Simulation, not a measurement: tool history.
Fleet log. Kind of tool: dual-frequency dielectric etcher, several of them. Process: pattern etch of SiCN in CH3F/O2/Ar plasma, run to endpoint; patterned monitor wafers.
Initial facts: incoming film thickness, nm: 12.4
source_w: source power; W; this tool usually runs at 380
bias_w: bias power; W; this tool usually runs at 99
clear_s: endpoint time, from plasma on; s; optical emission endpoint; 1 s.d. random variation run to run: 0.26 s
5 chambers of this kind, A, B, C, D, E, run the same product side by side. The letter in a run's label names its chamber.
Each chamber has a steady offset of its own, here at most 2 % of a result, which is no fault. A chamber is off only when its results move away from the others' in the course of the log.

run,hour,source_w,bias_w,clear_s
1E,10.0,380,99,29.633
2B,19.2,380,99,29.984
# hour 22.3: chamber C: bias power generator calibrated
# hour 24.8: chamber D: bias power generator calibrated
3C,28.0,380,99,29.765
4A,33.7,380,99,30.093
5D,44.2,380,99,29.940
6E,52.2,380,99,29.790
7B,57.6,380,99,30.099
8A,64.2,380,99,29.974
9D,71.2,380,99,29.571
10C,77.9,380,87,31.844
11B,86.3,380,87,31.222
12C,95.7,380,87,31.206
13D,102.8,380,87,31.920
14E,109.3,380,87,30.805
15A,120.2,290,88,34.240
# hour 125.0: chamber A: wet clean of the chamber
16B,127.1,290,88,34.415
# hour 127.6: chamber A: source power generator calibrated
17A,136.1,290,88,32.855
18E,141.2,290,88,34.280
# hour 146.5: chamber E: wet clean of the chamber
19C,150.8,290,88,34.520
20D,161.3,380,112,28.254
21B,166.9,380,112,27.990
22A,176.6,380,112,27.380
23C,185.1,380,112,28.360
24E,190.2,380,112,28.375
# hour 194.7: chamber C: source power generator calibrated
25D,199.2,380,83,31.999
26B,206.1,380,83,31.938
27D,212.5,380,83,31.798
28C,218.3,380,83,32.175
29A,226.9,380,83,30.395
30E,234.7,380,99,29.858
31E,243.3,380,99,29.658
32D,250.0,380,99,29.979
33C,256.6,380,99,30.042
34A,265.5,380,99,28.312
35B,276.3,380,99,30.315
36A,281.3,380,99,28.686
37E,286.2,380,99,29.837
38C,293.5,380,99,30.030

Has any chamber moved away from the others, gradually or after a service, or does the common gauge drift, or do the chambers differ only by their own small steady offsets? State the chamber and the most likely cause if one applies.

Chamber A has stood off from the others ever since a service on it.
Most likely cause: etch rate over this chamber's usual, % = 4.89.

Chamber A could run next with any of the 4 candidate recipes listed below; each alters the usual settings, and their results appear as question marks. Which one brings its results back in line with what the other chambers deliver on the usual settings?
Counts as in line when no further than this from what the other chambers average on the usual settings: clear_s 0.900 s
39A-1,301.4,480,99,?
39A-2,301.4,400,105,?
39A-3,301.4,360,93,?
39A-4,301.4,330,86,?

What the other chambers average on the usual settings: clear_s 29.803 s
run,clear_s
39A-1,26.205
39A-2,27.391
39A-3,29.786
39A-4,31.650
39A-3 brings the chamber back in line.

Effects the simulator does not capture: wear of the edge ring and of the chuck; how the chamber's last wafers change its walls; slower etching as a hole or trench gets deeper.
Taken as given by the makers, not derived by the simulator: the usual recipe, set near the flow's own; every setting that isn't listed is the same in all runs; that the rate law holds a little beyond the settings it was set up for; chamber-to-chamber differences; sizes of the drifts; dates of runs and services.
